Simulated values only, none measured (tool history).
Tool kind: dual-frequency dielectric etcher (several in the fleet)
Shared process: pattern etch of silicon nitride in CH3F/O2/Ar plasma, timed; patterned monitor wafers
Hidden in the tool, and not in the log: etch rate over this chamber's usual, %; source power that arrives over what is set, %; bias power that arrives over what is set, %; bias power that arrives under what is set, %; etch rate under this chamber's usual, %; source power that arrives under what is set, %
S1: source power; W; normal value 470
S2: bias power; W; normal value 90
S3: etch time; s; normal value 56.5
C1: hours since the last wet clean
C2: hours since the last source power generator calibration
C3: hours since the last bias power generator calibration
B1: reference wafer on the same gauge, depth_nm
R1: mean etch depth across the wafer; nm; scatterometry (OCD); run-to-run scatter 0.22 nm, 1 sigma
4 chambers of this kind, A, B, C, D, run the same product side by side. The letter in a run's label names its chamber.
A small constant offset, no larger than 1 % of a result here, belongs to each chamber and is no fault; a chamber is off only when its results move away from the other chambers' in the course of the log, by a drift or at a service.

Run 1A, day 0.246: usual settings; C1 449.8; C2 2240.3; C3 697; B1 49.26. Result: R1 45.882 nm.
Run 2C, day 0.475: usual settings; C1 245; C2 1548; C3 386.2; B1 49.216. Result: R1 45.433 nm.
Run 3D, day 0.862: usual settings; C1 265.8; C2 384.4; C3 1148.2; B1 49.173. Result: R1 45.464 nm.
Run 4B, day 1.1: usual settings; C1 337.9; C2 2926.9; C3 958.2; B1 49.187. Result: R1 45.409 nm.
Run 5A, day 1.312: usual settings; C1 475.4; C2 2265.9; C3 722.6; B1 49.172. Result: R1 45.761 nm.
At day 1.371: chamber A: source power generator calibrated.
Run 6D, day 1.721: usual settings; C1 286.4; C2 405; C3 1168.8; B1 49.181. Result: R1 44.905 nm.
At day 1.938: chamber A: wet clean of the chamber.
Run 7C, day 1.954: usual settings; C1 280.5; C2 1583.5; C3 421.7; B1 49.196. Result: R1 44.819 nm.
Run 8B, day 2.358: usual settings; C1 368.1; C2 2957.1; C3 988.4; B1 49.185. Result: R1 45.807 nm.
Run 9C, day 2.638: usual settings; C1 296.9; C2 1599.9; C3 438.1; B1 49.213. Result: R1 45.233 nm.
Run 10B, day 2.867: usual settings but S3 68.5 s; C1 380.3; C2 2969.3; C3 1000.6; B1 49.173. Result: R1 54.978 nm.
Run 11A, day 3.196: usual settings but S3 68.5 s; C1 30.3; C2 43.9; C3 767.8; B1 49.179. Result: R1 55.558 nm.
Run 12D, day 3.504: usual settings but S3 68.5 s; C1 329.2; C2 447.8; C3 1211.6; B1 49.161. Result: R1 54.707 nm.
Run 13C, day 3.904: usual settings but S3 68.5 s; C1 327.3; C2 1630.3; C3 468.5; B1 49.244. Result: R1 54.405 nm.
Run 14A, day 4.329: usual settings; C1 57.5; C2 71.1; C3 795; B1 49.199. Result: R1 45.484 nm.
Run 15D, day 4.579: usual settings; C1 355; C2 473.6; C3 1237.4; B1 49.186. Result: R1 45.523 nm.
Run 16B, day 4.804: usual settings; C1 426.8; C2 3015.8; C3 1047.1; B1 49.265. Result: R1 45.619 nm.
Run 17C, day 5.004: usual settings but S1 380 W, S2 71 W; C1 353.7; C2 1656.7; C3 494.9; B1 49.197. Result: R1 37.782 nm.
Run 18B, day 5.25: usual settings but S1 380 W, S2 71 W; C1 437.5; C2 3026.5; C3 1057.8; B1 49.176. Result: R1 38.689 nm.
At day 5.592: chamber B: wet clean of the chamber.
Run 19D, day 5.617: usual settings but S1 380 W, S2 71 W; C1 379.9; C2 498.5; C3 1262.3; B1 49.246. Result: R1 38.486 nm.
Run 20A, day 6: usual settings but S1 380 W, S2 71 W; C1 97.6; C2 111.2; C3 835.1; B1 49.2. Result: R1 38.894 nm.
Run 21C, day 6.221: usual settings; C1 382.9; C2 1685.9; C3 524.1; B1 49.209. Result: R1 43.868 nm.
Run 22A, day 6.504: usual settings; C1 109.7; C2 123.3; C3 847.2; B1 49.245. Result: R1 45.466 nm.
Run 23D, day 6.904: usual settings; C1 410.8; C2 529.4; C3 1293.2; B1 49.162. Result: R1 44.908 nm.
Run 24B, day 7.175: usual settings; C1 38.1; C2 3072.7; C3 1104; B1 49.215. Result: R1 45.552 nm.
Run 25B, day 7.475: usual settings; C1 45.3; C2 3079.9; C3 1111.2; B1 49.199. Result: R1 45.017 nm.
Run 26A, day 7.796: usual settings; C1 140.7; C2 154.3; C3 878.2; B1 49.21. Result: R1 45.351 nm.
Run 27D, day 8.229: usual settings but S2 105 W; C1 442.6; C2 561.2; C3 1325; B1 49.154. Result: R1 47.652 nm.
Run 28C, day 8.442: usual settings but S2 105 W; C1 436.2; C2 1739.2; C3 577.4; B1 49.139. Result: R1 46.583 nm.
Run 29A, day 8.771: usual settings but S2 105 W; C1 164.1; C2 177.7; C3 901.6; B1 49.206. Result: R1 48.47 nm.
Run 30D, day 9: usual settings but S2 105 W; C1 461.1; C2 579.7; C3 1343.5; B1 49.224. Result: R1 47.988 nm.
Run 31C, day 9.238: usual settings; C1 455.3; C2 1758.3; C3 596.5; B1 49.28. Result: R1 43.664 nm.

For the next run the whole fleet of 4 chambers uses the same settings. Give each chamber's results:
Run 32A, day 9.562: usual settings. Result: R1 ?.
Run 32B, day 9.562: usual settings. Result: R1 ?.
Run 32C, day 9.562: usual settings. Result: R1 ?.
Run 32D, day 9.562: usual settings. Result: R1 ?.

run      R1
32A   45.46
32B  45.336
32C  43.605
32D  45.233
